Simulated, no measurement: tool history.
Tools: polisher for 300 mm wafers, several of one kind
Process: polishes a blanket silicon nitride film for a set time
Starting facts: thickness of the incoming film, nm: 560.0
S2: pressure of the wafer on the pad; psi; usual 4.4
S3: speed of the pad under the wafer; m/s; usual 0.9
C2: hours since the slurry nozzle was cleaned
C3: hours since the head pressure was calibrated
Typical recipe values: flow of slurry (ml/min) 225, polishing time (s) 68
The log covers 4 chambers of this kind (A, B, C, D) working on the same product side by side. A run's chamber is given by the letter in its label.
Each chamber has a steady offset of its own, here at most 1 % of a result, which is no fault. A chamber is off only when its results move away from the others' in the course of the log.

run 1B day=0.217 | flow_of_slurry_(ml/min)=225 S2=4.4 S3=0.9 polishing_time_(s)=68 | wafers_polished_on_this_pad=573 C2=663.3 C3=512.4 | film_removed_(angstrom)=1553.7
run 2D day=0.504 | flow_of_slurry_(ml/min)=225 S2=4.4 S3=0.9 polishing_time_(s)=68 | wafers_polished_on_this_pad=543 C2=387.1 C3=161.3 | film_removed_(angstrom)=1529.8
-- day=0.554 chamber A: worn pad replaced by a new one
-- day=0.688 chamber B: slurry nozzle cleaned
run 3A day=0.688 | flow_of_slurry_(ml/min)=225 S2=4.4 S3=0.9 polishing_time_(s)=68 | wafers_polished_on_this_pad=18 C2=411.3 C3=310.4 | film_removed_(angstrom)=1533.6
run 4C day=0.838 | flow_of_slurry_(ml/min)=225 S2=4.4 S3=0.9 polishing_time_(s)=68 | wafers_polished_on_this_pad=862 C2=72.3 C3=771.5 | film_removed_(angstrom)=1530.4
run 5C day=1.025 | flow_of_slurry_(ml/min)=225 S2=4.4 S3=0.9 polishing_time_(s)=68 | wafers_polished_on_this_pad=888 C2=76.8 C3=776.0 | film_removed_(angstrom)=1553.4
run 6D day=1.192 | flow_of_slurry_(ml/min)=225 S2=4.4 S3=0.9 polishing_time_(s)=68 | wafers_polished_on_this_pad=638 C2=403.6 C3=177.8 | film_removed_(angstrom)=1536.9
run 7B day=1.388 | flow_of_slurry_(ml/min)=225 S2=4.4 S3=0.9 polishing_time_(s)=68 | wafers_polished_on_this_pad=734 C2=16.8 C3=540.5 | film_removed_(angstrom)=1539.8
-- day=1.429 chamber C: worn pad replaced by a new one
run 8A day=1.692 | flow_of_slurry_(ml/min)=225 S2=4.4 S3=0.9 polishing_time_(s)=68 | wafers_polished_on_this_pad=156 C2=435.4 C3=334.5 | film_removed_(angstrom)=1556.4
run 9B day=1.967 | flow_of_slurry_(ml/min)=285 S2=4.4 S3=0.9 polishing_time_(s)=68 | wafers_polished_on_this_pad=813 C2=30.7 C3=554.4 | film_removed_(angstrom)=1590.6
run 10C day=2.246 | flow_of_slurry_(ml/min)=285 S2=4.4 S3=0.9 polishing_time_(s)=68 | wafers_polished_on_this_pad=112 C2=106.1 C3=805.3 | film_removed_(angstrom)=1583.4
run 11D day=2.383 | flow_of_slurry_(ml/min)=285 S2=4.4 S3=0.9 polishing_time_(s)=68 | wafers_polished_on_this_pad=802 C2=432.2 C3=206.4 | film_removed_(angstrom)=1620.0
-- day=2.554 chamber B: head pressure recalibrated
run 12A day=2.604 | flow_of_slurry_(ml/min)=285 S2=4.4 S3=0.9 polishing_time_(s)=68 | wafers_polished_on_this_pad=282 C2=457.3 C3=356.4 | film_removed_(angstrom)=1571.3
run 13B day=2.742 | flow_of_slurry_(ml/min)=225 S2=4.4 S3=0.9 polishing_time_(s)=68 | wafers_polished_on_this_pad=920 C2=49.3 C3=4.6 | film_removed_(angstrom)=1540.5
run 14C day=2.908 | flow_of_slurry_(ml/min)=225 S2=4.4 S3=0.9 polishing_time_(s)=68 | wafers_polished_on_this_pad=203 C2=122.0 C3=821.2 | film_removed_(angstrom)=1556.9
run 15D day=3.129 | flow_of_slurry_(ml/min)=225 S2=4.4 S3=0.9 polishing_time_(s)=68 | wafers_polished_on_this_pad=905 C2=450.1 C3=224.3 | film_removed_(angstrom)=1551.9
run 16A day=3.392 | flow_of_slurry_(ml/min)=225 S2=4.4 S3=0.9 polishing_time_(s)=68 | wafers_polished_on_this_pad=390 C2=476.2 C3=375.3 | film_removed_(angstrom)=1530.9
-- day=3.608 chamber D: worn pad replaced by a new one
run 17B day=3.625 | flow_of_slurry_(ml/min)=225 S2=4.4 S3=0.9 polishing_time_(s)=68 | wafers_polished_on_this_pad=1042 C2=70.5 C3=25.8 | film_removed_(angstrom)=1522.8
run 18D day=3.775 | flow_of_slurry_(ml/min)=225 S2=4.4 S3=0.9 polishing_time_(s)=68 | wafers_polished_on_this_pad=23 C2=465.6 C3=239.8 | film_removed_(angstrom)=1521.3
run 19C day=3.996 | flow_of_slurry_(ml/min)=225 S2=4.4 S3=0.9 polishing_time_(s)=68 | wafers_polished_on_this_pad=353 C2=148.1 C3=847.3 | film_removed_(angstrom)=1526.0
run 20A day=4.212 | flow_of_slurry_(ml/min)=225 S2=4.4 S3=0.9 polishing_time_(s)=68 | wafers_polished_on_this_pad=503 C2=495.9 C3=395.0 | film_removed_(angstrom)=1546.7
run 21B day=4.475 | flow_of_slurry_(ml/min)=225 S2=4.4 S3=0.9 polishing_time_(s)=68 | wafers_polished_on_this_pad=1159 C2=90.9 C3=46.2 | film_removed_(angstrom)=1532.4
run 22A day=4.633 | flow_of_slurry_(ml/min)=225 S2=4.4 S3=0.9 polishing_time_(s)=68 | wafers_polished_on_this_pad=561 C2=506.0 C3=405.1 | film_removed_(angstrom)=1521.8
run 23D day=4.779 | flow_of_slurry_(ml/min)=225 S2=4.4 S3=0.9 polishing_time_(s)=68 | wafers_polished_on_this_pad=161 C2=489.7 C3=263.9 | film_removed_(angstrom)=1550.5
run 24C day=5.054 | flow_of_slurry_(ml/min)=225 S2=4.4 S3=0.9 polishing_time_(s)=68 | wafers_polished_on_this_pad=498 C2=173.5 C3=872.7 | film_removed_(angstrom)=1517.3
run 25C day=5.221 | flow_of_slurry_(ml/min)=225 S2=4.4 S3=0.9 polishing_time_(s)=68 | wafers_polished_on_this_pad=521 C2=177.5 C3=876.7 | film_removed_(angstrom)=1493.0
run 26D day=5.517 | flow_of_slurry_(ml/min)=225 S2=4.4 S3=0.9 polishing_time_(s)=68 | wafers_polished_on_this_pad=263 C2=507.4 C3=281.6 | film_removed_(angstrom)=1549.9
run 27A day=5.767 | flow_of_slurry_(ml/min)=225 S2=4.9 S3=0.9 polishing_time_(s)=68 | wafers_polished_on_this_pad=717 C2=533.2 C3=432.3 | film_removed_(angstrom)=1717.7
run 28B day=5.967 | flow_of_slurry_(ml/min)=225 S2=4.9 S3=0.9 polishing_time_(s)=68 | wafers_polished_on_this_pad=1364 C2=126.7 C3=82.0 | film_removed_(angstrom)=1726.1
run 29A day=6.192 | flow_of_slurry_(ml/min)=225 S2=4.9 S3=0.9 polishing_time_(s)=68 | wafers_polished_on_this_pad=775 C2=543.4 C3=442.5 | film_removed_(angstrom)=1689.0
-- day=6.283 chamber B: worn pad replaced by a new one
run 30C day=6.458 | flow_of_slurry_(ml/min)=225 S2=4.9 S3=0.9 polishing_time_(s)=68 | wafers_polished_on_this_pad=692 C2=207.2 C3=906.4 | film_removed_(angstrom)=1713.3
run 31B day=6.662 | flow_of_slurry_(ml/min)=225 S2=4.4 S3=0.9 polishing_time_(s)=68 | wafers_polished_on_this_pad=52 C2=143.4 C3=98.7 | film_removed_(angstrom)=1535.5
run 32D day=6.858 | flow_of_slurry_(ml/min)=225 S2=4.4 S3=0.9 polishing_time_(s)=68 | wafers_polished_on_this_pad=447 C2=539.6 C3=313.8 | film_removed_(angstrom)=1547.8
run 33C day=7.017 | flow_of_slurry_(ml/min)=225 S2=4.4 S3=0.9 polishing_time_(s)=68 | wafers_polished_on_this_pad=768 C2=220.6 C3=919.8 | film_removed_(angstrom)=1543.9
run 34A day=7.250 | flow_of_slurry_(ml/min)=225 S2=4.4 S3=0.9 polishing_time_(s)=68 | wafers_polished_on_this_pad=921 C2=568.8 C3=467.9 | film_removed_(angstrom)=1534.0
run 35B day=7.504 | flow_of_slurry_(ml/min)=225 S2=4.4 S3=0.9 polishing_time_(s)=68 | wafers_polished_on_this_pad=168 C2=163.6 C3=118.9 | film_removed_(angstrom)=1519.4
run 36D day=7.654 | flow_of_slurry_(ml/min)=225 S2=4.4 S3=0.9 polishing_time_(s)=68 | wafers_polished_on_this_pad=557 C2=558.7 C3=332.9 | film_removed_(angstrom)=1559.9
run 37A day=7.938 | flow_of_slurry_(ml/min)=225 S2=4.4 S3=0.9 polishing_time_(s)=68 | wafers_polished_on_this_pad=1015 C2=585.3 C3=484.4 | film_removed_(angstrom)=1561.6
run 38D day=8.146 | flow_of_slurry_(ml/min)=225 S2=4.4 S3=0.9 polishing_time_(s)=68 | wafers_polished_on_this_pad=624 C2=570.5 C3=344.7 | film_removed_(angstrom)=1579.7
run 39C day=8.354 | flow_of_slurry_(ml/min)=225 S2=4.4 S3=0.9 polishing_time_(s)=68 | wafers_polished_on_this_pad=952 C2=252.7 C3=951.9 | film_removed_(angstrom)=1502.5
run 40B day=8.488 | flow_of_slurry_(ml/min)=225 S2=4.4 S3=0.9 polishing_time_(s)=68 | wafers_polished_on_this_pad=303 C2=187.2 C3=142.5 | film_removed_(angstrom)=1575.1

Next, every chamber runs the same settings. What will each give?
run 41A day=8.708 | flow_of_slurry_(ml/min)=225 S2=4.4 S3=0.9 polishing_time_(s)=46 | film_removed_(angstrom)=?
run 41B day=8.708 | flow_of_slurry_(ml/min)=225 S2=4.4 S3=0.9 polishing_time_(s)=46 | film_removed_(angstrom)=?
run 41C day=8.708 | flow_of_slurry_(ml/min)=225 S2=4.4 S3=0.9 polishing_time_(s)=46 | film_removed_(angstrom)=?
run 41D day=8.708 | flow_of_slurry_(ml/min)=225 S2=4.4 S3=0.9 polishing_time_(s)=46 | film_removed_(angstrom)=?

run=41A film_removed_(angstrom)=1048.2
run=41B film_removed_(angstrom)=1037.8
run=41C film_removed_(angstrom)=1033.1
run=41D film_removed_(angstrom)=1046.3
